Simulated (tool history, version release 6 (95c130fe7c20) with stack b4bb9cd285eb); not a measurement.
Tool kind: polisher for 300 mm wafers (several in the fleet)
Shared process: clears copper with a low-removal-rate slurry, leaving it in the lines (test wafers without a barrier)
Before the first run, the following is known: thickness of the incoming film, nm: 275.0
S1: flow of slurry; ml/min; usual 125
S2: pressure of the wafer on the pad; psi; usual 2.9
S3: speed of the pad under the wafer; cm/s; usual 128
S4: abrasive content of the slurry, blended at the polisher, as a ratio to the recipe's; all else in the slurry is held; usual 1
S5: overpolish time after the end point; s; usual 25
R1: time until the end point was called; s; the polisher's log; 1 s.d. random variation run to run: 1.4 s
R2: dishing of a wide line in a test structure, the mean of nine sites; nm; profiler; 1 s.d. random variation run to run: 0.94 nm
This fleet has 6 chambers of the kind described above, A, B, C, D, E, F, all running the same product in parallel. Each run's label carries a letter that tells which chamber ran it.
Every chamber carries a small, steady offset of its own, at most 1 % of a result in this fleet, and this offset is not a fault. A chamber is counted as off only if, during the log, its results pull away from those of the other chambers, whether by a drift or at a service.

| run | day | S1 | S2 | S3 | S4 | S5 | R1 | R2 |
|---|---|---|---|---|---|---|---|---|
|  | 0.054 | chamber F: slurry nozzle cleaned |
| 1D | 0.154 | 125 | 2.9 | 128 | 1 | 25 | 87.522 | 46.647 |
|  | 0.321 | chamber B: worn pad replaced by a new one |
| 2A | 0.425 | 125 | 2.9 | 128 | 1 | 25 | 86.059 | 48.252 |
| 3C | 0.667 | 125 | 2.9 | 128 | 1 | 25 | 88.944 | 45.918 |
| 4F | 0.825 | 125 | 2.9 | 128 | 1 | 25 | 86.873 | 46.949 |
|  | 0.842 | chamber F: worn pad replaced by a new one |
| 5B | 0.967 | 125 | 2.9 | 128 | 1 | 25 | 89.721 | 47.537 |
|  | 0.971 | chamber E: head pressure recalibrated |
| 6E | 1.188 | 125 | 2.9 | 128 | 1 | 25 | 87.866 | 47.87 |
|  | 1.275 | chamber E: slurry nozzle cleaned |
| 7A | 1.379 | 125 | 2.9 | 128 | 1 | 25 | 89.152 | 47.885 |
| 8F | 1.583 | 125 | 2.9 | 128 | 1 | 25 | 90.381 | 48.151 |
| 9C | 1.721 | 125 | 2.9 | 128 | 1 | 25 | 89.379 | 47.222 |
| 10B | 1.962 | 125 | 2.9 | 128 | 0.85 | 14 | 93.153 | 29.099 |
|  | 2.146 | chamber C: slurry blender recalibrated |
| 11D | 2.196 | 125 | 2.9 | 128 | 0.85 | 14 | 92.455 | 28.439 |
|  | 2.296 | chamber E: worn pad replaced by a new one |
| 12E | 2.404 | 125 | 2.9 | 128 | 0.85 | 14 | 89.343 | 28.839 |
| 13D | 2.529 | 125 | 2.9 | 128 | 0.85 | 14 | 90.832 | 29.385 |
| 14B | 2.775 | 125 | 2.9 | 128 | 0.85 | 14 | 91.498 | 28.97 |
|  | 2.817 | chamber C: worn pad replaced by a new one |
|  | 2.883 | chamber B: slurry nozzle cleaned |
|  | 2.958 | chamber D: worn pad replaced by a new one |
| 15F | 2.962 | 125 | 2.9 | 128 | 0.85 | 14 | 92.546 | 29.497 |
| 16E | 3.229 | 125 | 2.9 | 128 | 1 | 25 | 86.955 | 46.802 |
|  | 3.383 | chamber C: slurry nozzle cleaned |
| 17C | 3.383 | 125 | 2.9 | 168 | 0.75 | 25 | 71.935 | 55.216 |
|  | 3.508 | chamber B: worn pad replaced by a new one |
| 18A | 3.642 | 125 | 2.9 | 168 | 0.75 | 25 | 71.171 | 53.614 |
|  | 3.733 | chamber B: head pressure recalibrated |
|  | 3.775 | chamber D: slurry blender recalibrated |
| 19E | 3.858 | 125 | 2.9 | 168 | 0.75 | 25 | 72.44 | 52.779 |
| 20B | 4.067 | 125 | 2.9 | 168 | 0.75 | 25 | 70.819 | 54.808 |
| 21A | 4.217 | 125 | 2.9 | 168 | 0.75 | 25 | 70.509 | 54.929 |
|  | 4.221 | chamber F: head pressure recalibrated |
| 22D | 4.396 | 125 | 2.9 | 168 | 0.75 | 25 | 73.642 | 54.527 |
| 23F | 4.575 | 125 | 2.9 | 128 | 1 | 25 | 88.684 | 48.234 |
| 24C | 4.708 | 125 | 2.9 | 128 | 1 | 25 | 88.343 | 46.157 |
| 25D | 4.908 | 125 | 2.2 | 128 | 1 | 25 | 118.24 | 36.756 |
|  | 4.971 | chamber A: head pressure recalibrated |
|  | 5.054 | chamber B: slurry blender recalibrated |
|  | 5.125 | chamber A: slurry blender recalibrated |
| 26C | 5.175 | 125 | 2.2 | 128 | 1 | 25 | 116.33 | 37.574 |
| 27E | 5.367 | 125 | 2.2 | 128 | 1 | 25 | 117.33 | 37.062 |
|  | 5.454 | chamber E: worn pad replaced by a new one |
| 28B | 5.496 | 125 | 2.2 | 128 | 1 | 25 | 117.45 | 39.349 |
| 29A | 5.75 | 125 | 2.2 | 128 | 1 | 25 | 128.59 | 35.606 |
| 30F | 6 | 125 | 2.2 | 128 | 1 | 25 | 114.13 | 39.622 |
| 31D | 6.221 | 125 | 2.9 | 128 | 1 | 25 | 89.886 | 45.606 |
| 32C | 6.358 | 125 | 2.9 | 128 | 1 | 25 | 88.335 | 47.93 |
| 33F | 6.554 | 125 | 2.9 | 128 | 1 | 25 | 86.478 | 47.659 |
| 34B | 6.746 | 125 | 2.9 | 128 | 1 | 25 | 87.003 | 47.362 |
| 35A | 6.917 | 125 | 2.9 | 128 | 1 | 25 | 96.731 | 43.004 |
| 36E | 7.154 | 125 | 2.9 | 128 | 1 | 25 | 88.939 | 48.895 |
|  | 7.212 | chamber B: worn pad replaced by a new one |
| 37A | 7.333 | 125 | 2.9 | 128 | 1 | 15 | 97.656 | 28.78 |
| 38B | 7.554 | 125 | 2.9 | 128 | 1 | 15 | 88.05 | 32.303 |

Does one chamber stand apart from the rest, does the shared gauge drift, or is all well apart from small per-chamber offsets? Give the chamber and the most likely cause, where there is one.

Chamber A drifts away from the others.
Cause: removal rate lost through wear of the pad, % = 12.5.
Not necessarily distinguishable in this log from: slurry flow missing at the pad, %.

Which of the 4 candidates below, each the usual settings with something changed and its results left as question marks, puts chamber A back in line with what the other chambers give on the usual settings?
Allowed miss from the other chambers' usual-settings mean, per result, to count as in line: R1 4.9 s; R2 3.3 nm
| 39A-1 | 7.746 | 125 | 3.1 | 136 | 1 | 25 | ? | ? |
| 39A-2 | 7.746 | 130 | 3.2 | 142 | 1 | 25 | ? | ? |
| 39A-3 | 7.746 | 120 | 2.6 | 114 | 1 | 25 | ? | ? |
| 39A-4 | 7.746 | 125 | 2.7 | 120 | 1 | 25 | ? | ? |

Mean of the other chambers on the usual settings: R1 88.201 s; R2 47.336 nm
| run | R1 | R2 |
|---|---|---|
| 39A-1 | 88.314 | 47.234 |
| 39A-2 | 81.24 | 50.341 |
| 39A-3 | 127.17 | 35.168 |
| 39A-4 | 115.24 | 38.136 |
With 39A-1, the chamber falls back in line with the rest.
